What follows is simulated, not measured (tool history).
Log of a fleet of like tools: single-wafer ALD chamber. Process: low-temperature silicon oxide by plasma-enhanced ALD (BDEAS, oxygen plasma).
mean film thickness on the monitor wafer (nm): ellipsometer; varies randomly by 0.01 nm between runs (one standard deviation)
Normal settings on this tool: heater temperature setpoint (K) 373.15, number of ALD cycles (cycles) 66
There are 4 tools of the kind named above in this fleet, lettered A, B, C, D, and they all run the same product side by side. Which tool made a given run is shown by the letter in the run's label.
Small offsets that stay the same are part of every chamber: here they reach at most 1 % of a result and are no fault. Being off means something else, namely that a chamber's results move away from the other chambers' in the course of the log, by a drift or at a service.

run     day  heater temperature setpoint (K)  number of ALD cycles (cycles)  read-back reference wafer on the same gauge, thickness_nm  mean film thickness on the monitor wafer (nm)
 1C   0.188                           373.15                             66                                                     7.9708                                         9.3842
 2B   0.525                           373.15                             66                                                     7.9681                                         9.4157
 3A    0.85                           373.15                             66                                                     7.9682                                         9.4345
 4D   1.112                           373.15                             66                                                      7.966                                         9.3328
 5D   1.312                           373.15                             76                                                     7.9661                                         10.765
 6C   1.612                           373.15                             76                                                     7.9632                                         10.822
 7A       2                           373.15                             76                                                     7.9634                                          10.86
 8B     2.2                           373.15                             76                                                     7.9637                                         10.846
 9D   2.521                           373.15                             66                                                     7.9633                                          9.349
10A   2.775                           373.15                             66                                                     7.9604                                         9.4146
11C   2.967                           373.15                             66                                                     7.9589                                         9.3667
12B   3.267                           382.15                             66                                                     7.9576                                          9.252
13A   3.575                           382.15                             66                                                     7.9584                                         9.2574
14D   3.854                           382.15                             66                                                     7.9567                                         9.1653
15C    4.15                           382.15                             66                                                     7.9533                                         9.2361
      4.329  -- chamber D: thermocouple changed; heater temperature recalibrated
16B   4.388                           373.15                             66                                                     7.9527                                         9.4105
17B   4.767                           373.15                             66                                                     7.9546                                          9.391
      4.925  -- chamber A: thermocouple changed; heater temperature recalibrated
18C   5.088                           366.15                             71                                                     7.9529                                         10.363
19A   5.446                           366.15                             71                                                     7.9524                                         10.394
20D    5.65                           366.15                             71                                                     7.9505                                         10.293
21A   5.854                           366.15                             71                                                     7.9486                                         10.384
22D   6.075                           373.15                             66                                                     7.9483                                         9.3481
23C    6.45                           373.15                             66                                                     7.9462                                         9.3805
24B   6.679                           373.15                             66                                                     7.9491                                         9.3804
25B   7.029                           373.15                             77                                                     7.9459                                         10.932
26C   7.338                           373.15                             77                                                     7.9436                                         10.956
27D   7.692                           373.15                             77                                                     7.9405                                         10.876
28A   7.867                           373.15                             77                                                     7.9453                                         10.948
29C   8.133                           373.15                             66                                                       7.94                                         9.3852
30D   8.521                           373.15                             66                                                     7.9406                                         9.3101
31A   8.733                           373.15                             66                                                     7.9403                                         9.4094
32B   8.967                           373.15                             66                                                     7.9381                                         9.3791
33D   9.162                           373.15                             66                                                     7.9391                                         9.3379
34C   9.421                           373.15                             66                                                     7.9384                                         9.3561
35A   9.704                           373.15                             66                                                     7.9344                                         9.4121
36B   9.888                           373.15                             66                                                     7.9352                                         9.3762
37D  10.108                           373.15                             66                                                     7.9372                                         9.3293

All chambers now run identical settings, listed one chamber a line with results as question marks. What results will each chamber show?
38A  10.388                           373.15                             66                                                                                                         ?
38B  10.388                           373.15                             66                                                                                                         ?
38C  10.388                           373.15                             66                                                                                                         ?
38D  10.388                           373.15                             66                                                                                                         ?

run  mean film thickness on the monitor wafer (nm)
38A                                         9.3817
38B                                          9.371
38C                                          9.369
38D                                         9.3306
